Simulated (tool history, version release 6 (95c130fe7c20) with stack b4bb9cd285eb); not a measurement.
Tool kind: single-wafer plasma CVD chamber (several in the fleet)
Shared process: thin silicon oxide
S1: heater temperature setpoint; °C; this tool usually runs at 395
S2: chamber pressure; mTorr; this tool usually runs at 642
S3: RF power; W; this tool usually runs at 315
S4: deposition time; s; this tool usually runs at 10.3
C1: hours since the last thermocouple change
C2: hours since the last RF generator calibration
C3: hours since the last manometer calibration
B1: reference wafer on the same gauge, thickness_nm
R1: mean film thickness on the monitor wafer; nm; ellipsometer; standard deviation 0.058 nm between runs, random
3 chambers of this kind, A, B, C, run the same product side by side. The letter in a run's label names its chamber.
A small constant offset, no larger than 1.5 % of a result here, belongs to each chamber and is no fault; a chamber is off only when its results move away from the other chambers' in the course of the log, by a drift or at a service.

{"run": "1C", "hour": 2.6, "S1": 395, "S2": 642, "S3": 315, "S4": 10.3, "C1": 423.2, "C2": 1549.1, "C3": 934.4, "B1": 15.983, "R1": 15.475}
{"run": "2A", "hour": 5.0, "S1": 395, "S2": 642, "S3": 315, "S4": 10.3, "C1": 470.6, "C2": 1211.3, "C3": 535, "B1": 16.008, "R1": 15.49}
{"run": "3B", "hour": 8.6, "S1": 395, "S2": 642, "S3": 315, "S4": 10.3, "C1": 278.9, "C2": 221, "C3": 389.2, "B1": 15.992, "R1": 15.283}
{"run": "4A", "hour": 12.4, "S1": 395, "S2": 642, "S3": 315, "S4": 10.3, "C1": 478, "C2": 1218.7, "C3": 542.4, "B1": 16.01, "R1": 15.527}
{"run": "5B", "hour": 16.8, "S1": 395, "S2": 642, "S3": 315, "S4": 10.3, "C1": 287.1, "C2": 229.2, "C3": 397.4, "B1": 16.012, "R1": 15.163}
{"run": "6C", "hour": 19.4, "S1": 395, "S2": 642, "S3": 315, "S4": 10.3, "C1": 440, "C2": 1565.9, "C3": 951.2, "B1": 15.999, "R1": 15.328}
{"run": "7C", "hour": 22.8, "S1": 395, "S2": 642, "S3": 315, "S4": 10.3, "C1": 443.4, "C2": 1569.3, "C3": 954.6, "B1": 16.013, "R1": 15.328}
{"run": "8B", "hour": 25.8, "S1": 395, "S2": 642, "S3": 315, "S4": 10.3, "C1": 296.1, "C2": 238.2, "C3": 406.4, "B1": 15.989, "R1": 15.281}
{"run": "9A", "hour": 30.1, "S1": 395, "S2": 642, "S3": 315, "S4": 10.3, "C1": 495.7, "C2": 1236.4, "C3": 560.1, "B1": 16.007, "R1": 15.566}
{"run": "10A", "hour": 34.4, "S1": 395, "S2": 642, "S3": 315, "S4": 10.3, "C1": 500, "C2": 1240.7, "C3": 564.4, "B1": 15.993, "R1": 15.569}
{"run": "11C", "hour": 38.0, "S1": 395, "S2": 642, "S3": 315, "S4": 10.3, "C1": 458.6, "C2": 1584.5, "C3": 969.8, "B1": 15.988, "R1": 15.487}
{"run": "12B", "hour": 41.6, "S1": 395, "S2": 502, "S3": 315, "S4": 10.3, "C1": 311.9, "C2": 254, "C3": 422.2, "B1": 16.003, "R1": 11.55}
{"run": "13B", "hour": 46.2, "S1": 395, "S2": 502, "S3": 315, "S4": 10.3, "C1": 316.5, "C2": 258.6, "C3": 426.8, "B1": 15.999, "R1": 11.464}
{"run": "14C", "hour": 48.7, "S1": 395, "S2": 502, "S3": 315, "S4": 10.3, "C1": 469.3, "C2": 1595.2, "C3": 980.5, "B1": 16.003, "R1": 11.733}
{"run": "15A", "hour": 51.2, "S1": 395, "S2": 642, "S3": 315, "S4": 10.3, "C1": 516.8, "C2": 1257.5, "C3": 581.2, "B1": 15.995, "R1": 15.484}
{"run": "16C", "hour": 54.7, "S1": 381, "S2": 642, "S3": 275, "S4": 10.3, "C1": 475.3, "C2": 1601.2, "C3": 986.5, "B1": 15.997, "R1": 14.784}
{"run": "17B", "hour": 57.2, "S1": 381, "S2": 642, "S3": 275, "S4": 10.3, "C1": 327.5, "C2": 269.6, "C3": 437.8, "B1": 16.003, "R1": 14.334}
{"run": "18A", "hour": 59.7, "S1": 381, "S2": 642, "S3": 275, "S4": 10.3, "C1": 525.3, "C2": 1266, "C3": 589.7, "B1": 16.018, "R1": 14.858}
{"run": "19B", "hour": 63.3, "S1": 382, "S2": 642, "S3": 315, "S4": 10.3, "C1": 333.6, "C2": 275.7, "C3": 443.9, "B1": 16.004, "R1": 15.118}
{"run": "20A", "hour": 67.0, "S1": 382, "S2": 642, "S3": 315, "S4": 10.3, "C1": 532.6, "C2": 1273.3, "C3": 597, "B1": 16.005, "R1": 15.591}
{"run": "21C", "hour": 70.3, "S1": 382, "S2": 642, "S3": 315, "S4": 10.3, "C1": 490.9, "C2": 1616.8, "C3": 1002.1, "B1": 15.988, "R1": 15.555}
{"run": "22A", "hour": 74.3, "S1": 395, "S2": 642, "S3": 315, "S4": 10.3, "C1": 539.9, "C2": 1280.6, "C3": 604.3, "B1": 16.004, "R1": 15.474}
{"run": "23C", "hour": 77.7, "S1": 395, "S2": 642, "S3": 315, "S4": 10.3, "C1": 498.3, "C2": 1624.2, "C3": 1009.5, "B1": 16, "R1": 15.391}
{"run": "24B", "hour": 81.5, "S1": 395, "S2": 642, "S3": 315, "S4": 10.3, "C1": 351.8, "C2": 293.9, "C3": 462.1, "B1": 15.996, "R1": 14.662}
{"run": "25C", "hour": 83.9, "S1": 395, "S2": 642, "S3": 315, "S4": 10.3, "C1": 504.5, "C2": 1630.4, "C3": 1015.7, "B1": 15.994, "R1": 15.403}
{"run": "26B", "hour": 87.3, "S1": 395, "S2": 642, "S3": 315, "S4": 10.3, "C1": 357.6, "C2": 299.7, "C3": 467.9, "B1": 16.012, "R1": 14.743}
{"run": "27A", "hour": 89.6, "S1": 395, "S2": 642, "S3": 315, "S4": 10.3, "C1": 555.2, "C2": 1295.9, "C3": 619.6, "B1": 15.995, "R1": 15.663}
{"run": "28B", "hour": 93.3, "S1": 395, "S2": 642, "S3": 315, "S4": 10.3, "C1": 363.6, "C2": 305.7, "C3": 473.9, "B1": 15.998, "R1": 14.626}
{"hour": 94.0, "done": "chamber C: capacitance manometer re-zeroed and calibrated"}
{"run": "29C", "hour": 95.8, "S1": 385, "S2": 642, "S3": 315, "S4": 8.4, "C1": 516.4, "C2": 1642.3, "C3": 1.9, "B1": 15.995, "R1": 12.715}
{"run": "30A", "hour": 99.0, "S1": 385, "S2": 642, "S3": 315, "S4": 8.4, "C1": 564.6, "C2": 1305.3, "C3": 629, "B1": 16.001, "R1": 12.746}
{"run": "31A", "hour": 103.1, "S1": 385, "S2": 642, "S3": 315, "S4": 8.4, "C1": 568.7, "C2": 1309.4, "C3": 633.1, "B1": 15.999, "R1": 12.731}
{"run": "32C", "hour": 106.5, "S1": 395, "S2": 642, "S3": 315, "S4": 10.3, "C1": 527.1, "C2": 1653, "C3": 12.6, "B1": 15.998, "R1": 15.376}

Has any chamber moved away from the others, gradually or after a service, or does the common gauge drift, or do the chambers differ only by their own small steady offsets? State the chamber and the most likely cause if one applies.

One chamber, B, drifts off from the rest bit by bit.
Likeliest cause: true pressure below the setpoint (%) = 4.9.

Below are 4 candidate recipes for chamber B's next run, each the usual settings with a change, their results shown as question marks. Which of them brings B's results back in line with what the other chambers give on the usual settings?
In line means no further than this from the other chambers' mean on the usual settings: R1 0.2 nm
{"run": "33B-1", "hour": 109.8, "S1": 395, "S2": 633, "S3": 315, "S4": 10.2, "R1": "?"}
{"run": "33B-2", "hour": 109.8, "S1": 395, "S2": 642, "S3": 315, "S4": 10.6, "R1": "?"}
{"run": "33B-3", "hour": 109.8, "S1": 395, "S2": 679, "S3": 320, "S4": 10.3, "R1": "?"}
{"run": "33B-4", "hour": 109.8, "S1": 395, "S2": 642, "S3": 310, "S4": 9.7, "R1": "?"}

The mean the other chambers reach with the usual settings: R1 15.48 nm
run=33B-1 R1=14.065
run=33B-2 R1=14.842
run=33B-3 R1=15.428
run=33B-4 R1=13.501
33B-3 is the one that brings the chamber's results back in line with the other chambers.
